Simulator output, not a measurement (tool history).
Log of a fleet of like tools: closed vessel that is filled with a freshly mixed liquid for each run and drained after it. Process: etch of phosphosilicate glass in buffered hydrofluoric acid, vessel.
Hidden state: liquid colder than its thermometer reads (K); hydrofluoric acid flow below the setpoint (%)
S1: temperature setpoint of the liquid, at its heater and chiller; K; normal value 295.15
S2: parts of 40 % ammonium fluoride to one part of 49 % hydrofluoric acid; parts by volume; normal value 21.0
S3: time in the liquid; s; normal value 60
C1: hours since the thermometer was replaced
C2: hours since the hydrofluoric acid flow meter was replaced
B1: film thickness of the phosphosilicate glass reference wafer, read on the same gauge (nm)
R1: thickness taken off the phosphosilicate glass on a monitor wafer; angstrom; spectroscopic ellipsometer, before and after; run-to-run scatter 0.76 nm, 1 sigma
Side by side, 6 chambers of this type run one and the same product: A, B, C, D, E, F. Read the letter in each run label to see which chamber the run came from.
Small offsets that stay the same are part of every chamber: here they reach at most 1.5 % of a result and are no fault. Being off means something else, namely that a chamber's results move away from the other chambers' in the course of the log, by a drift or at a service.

Run 1D, hour 7.7: usual settings; C1 916.9; C2 264.2; B1 100.010. Result: R1 801.81 angstrom.
Run 2C, hour 22.8: usual settings; C1 184.9; C2 178.8; B1 99.987. Result: R1 807.06 angstrom.
Run 3B, hour 31.8: usual settings; C1 461.7; C2 394.2; B1 99.974. Result: R1 785.77 angstrom.
Run 4A, hour 44.4: usual settings; C1 108.9; C2 453.2; B1 99.993. Result: R1 794.58 angstrom.
Run 5E, hour 52.5: usual settings; C1 523.2; C2 108.4; B1 100.010. Result: R1 806.05 angstrom.
At hour 61.7: chamber F: thermometer replaced.
Run 6F, hour 67.7: usual settings; C1 6.1; C2 671.7; B1 99.967. Result: R1 809.43 angstrom.
Run 7C, hour 82.6: usual settings; C1 244.7; C2 238.6; B1 99.984. Result: R1 791.27 angstrom.
Run 8B, hour 95.5: usual settings; C1 525.4; C2 457.9; B1 99.986. Result: R1 781.30 angstrom.
Run 9E, hour 109.8: usual settings; C1 580.5; C2 165.7; B1 100.020. Result: R1 802.11 angstrom.
Run 10F, hour 123.9: usual settings; C1 62.3; C2 727.9; B1 99.973. Result: R1 806.68 angstrom.
At hour 124.1: chamber F: hydrofluoric acid flow meter replaced.
At hour 135.1: chamber E: thermometer replaced.
Run 11D, hour 137.7: usual settings; C1 1046.9; C2 394.2; B1 100.010. Result: R1 800.55 angstrom.
Run 12A, hour 153.0: usual settings; C1 217.5; C2 561.8; B1 100.010. Result: R1 800.84 angstrom.
Run 13C, hour 160.2: usual settings; C1 322.3; C2 316.2; B1 100.000. Result: R1 804.78 angstrom.
Run 14F, hour 167.9: usual settings; C1 106.3; C2 43.8; B1 100.010. Result: R1 801.80 angstrom.
Run 15E, hour 175.8: usual settings but S2 24.5 parts by volume; C1 40.7; C2 231.7; B1 100.010. Result: R1 735.98 angstrom.
Run 16A, hour 189.3: usual settings but S2 24.5 parts by volume; C1 253.8; C2 598.1; B1 100.020. Result: R1 718.74 angstrom.
Run 17B, hour 205.0: usual settings but S2 24.5 parts by volume; C1 634.9; C2 567.4; B1 99.993. Result: R1 710.36 angstrom.
Run 18D, hour 214.0: usual settings but S2 24.5 parts by volume; C1 1123.2; C2 470.5; B1 100.020. Result: R1 716.14 angstrom.
Run 19D, hour 227.9: usual settings but S2 24.5 parts by volume; C1 1137.1; C2 484.4; B1 99.991. Result: R1 723.61 angstrom.
At hour 237.1: chamber D: hydrofluoric acid flow meter replaced.
Run 20F, hour 240.7: usual settings but S2 24.5 parts by volume; C1 179.1; C2 116.6; B1 99.990. Result: R1 731.83 angstrom.
Run 21E, hour 253.5: usual settings but S2 27.0 parts by volume, S3 40 s; C1 118.4; C2 309.4; B1 100.000. Result: R1 460.28 angstrom.
Run 22C, hour 263.6: usual settings but S2 27.0 parts by volume, S3 40 s; C1 425.7; C2 419.6; B1 99.996. Result: R1 453.88 angstrom.
Run 23B, hour 274.2: usual settings but S2 27.0 parts by volume, S3 40 s; C1 704.1; C2 636.6; B1 99.986. Result: R1 426.92 angstrom.
Run 24A, hour 288.2: usual settings but S2 27.0 parts by volume, S3 40 s; C1 352.7; C2 697.0; B1 100.020. Result: R1 453.69 angstrom.
At hour 295.0: chamber D: thermometer replaced.
Run 25E, hour 300.2: usual settings but S2 27.0 parts by volume, S3 40 s; C1 165.1; C2 356.1; B1 99.972. Result: R1 450.65 angstrom.
Run 26B, hour 309.5: usual settings but S2 27.0 parts by volume, S3 40 s; C1 739.4; C2 671.9; B1 99.995. Result: R1 430.17 angstrom.
Run 27C, hour 323.2: usual settings; C1 485.3; C2 479.2; B1 100.000. Result: R1 802.06 angstrom.
Run 28F, hour 332.4: usual settings; C1 270.8; C2 208.3; B1 99.972. Result: R1 821.10 angstrom.
Run 29A, hour 348.1: usual settings; C1 412.6; C2 756.9; B1 100.010. Result: R1 796.50 angstrom.
Run 30D, hour 359.2: usual settings; C1 64.2; C2 122.1; B1 100.010. Result: R1 809.82 angstrom.
Run 31F, hour 367.1: usual settings but S1 298.15 K; C1 305.5; C2 243.0; B1 100.010. Result: R1 943.65 angstrom.
Run 32B, hour 376.4: usual settings but S1 298.15 K; C1 806.3; C2 738.8; B1 100.010. Result: R1 896.78 angstrom.
Run 33D, hour 389.9: usual settings but S1 298.15 K; C1 94.9; C2 152.8; B1 99.978. Result: R1 945.39 angstrom.
Run 34A, hour 398.1: usual settings but S1 298.15 K; C1 462.6; C2 806.9; B1 100.000. Result: R1 939.35 angstrom.
Run 35C, hour 405.2: usual settings but S1 298.15 K; C1 567.3; C2 561.2; B1 99.956. Result: R1 949.99 angstrom.
Run 36E, hour 417.5: usual settings but S1 298.15 K; C1 282.4; C2 473.4; B1 100.020. Result: R1 965.35 angstrom.
Run 37F, hour 430.9: usual settings; C1 369.3; C2 306.8; B1 100.010. Result: R1 809.31 angstrom.
Run 38B, hour 440.0: usual settings; C1 869.9; C2 802.4; B1 99.968. Result: R1 751.82 angstrom.
Run 39A, hour 449.0: usual settings; C1 513.5; C2 857.8; B1 100.010. Result: R1 801.13 angstrom.
Run 40E, hour 464.1: usual settings; C1 329.0; C2 520.0; B1 99.999. Result: R1 811.02 angstrom.
Run 41D, hour 477.1: usual settings; C1 182.1; C2 240.0; B1 100.010. Result: R1 813.97 angstrom.
Run 42C, hour 486.1: usual settings; C1 648.2; C2 642.1; B1 99.993. Result: R1 785.70 angstrom.
Run 43B, hour 496.7: usual settings but S2 27.5 parts by volume; C1 926.6; C2 859.1; B1 100.000. Result: R1 604.55 angstrom.
Run 44F, hour 508.8: usual settings but S2 27.5 parts by volume; C1 447.2; C2 384.7; B1 99.965. Result: R1 682.70 angstrom.

Each of the 6 chambers runs these same settings next. Fill in every chamber's results:
Run 45A, hour 520.0: usual settings. Result: R1 ?.
Run 45B, hour 520.0: usual settings. Result: R1 ?.
Run 45C, hour 520.0: usual settings. Result: R1 ?.
Run 45D, hour 520.0: usual settings. Result: R1 ?.
Run 45E, hour 520.0: usual settings. Result: R1 ?.
Run 45F, hour 520.0: usual settings. Result: R1 ?.

run      R1
45A  791.34
45B  733.12
45C  787.77
45D  803.12
45E  804.88
45F  797.28
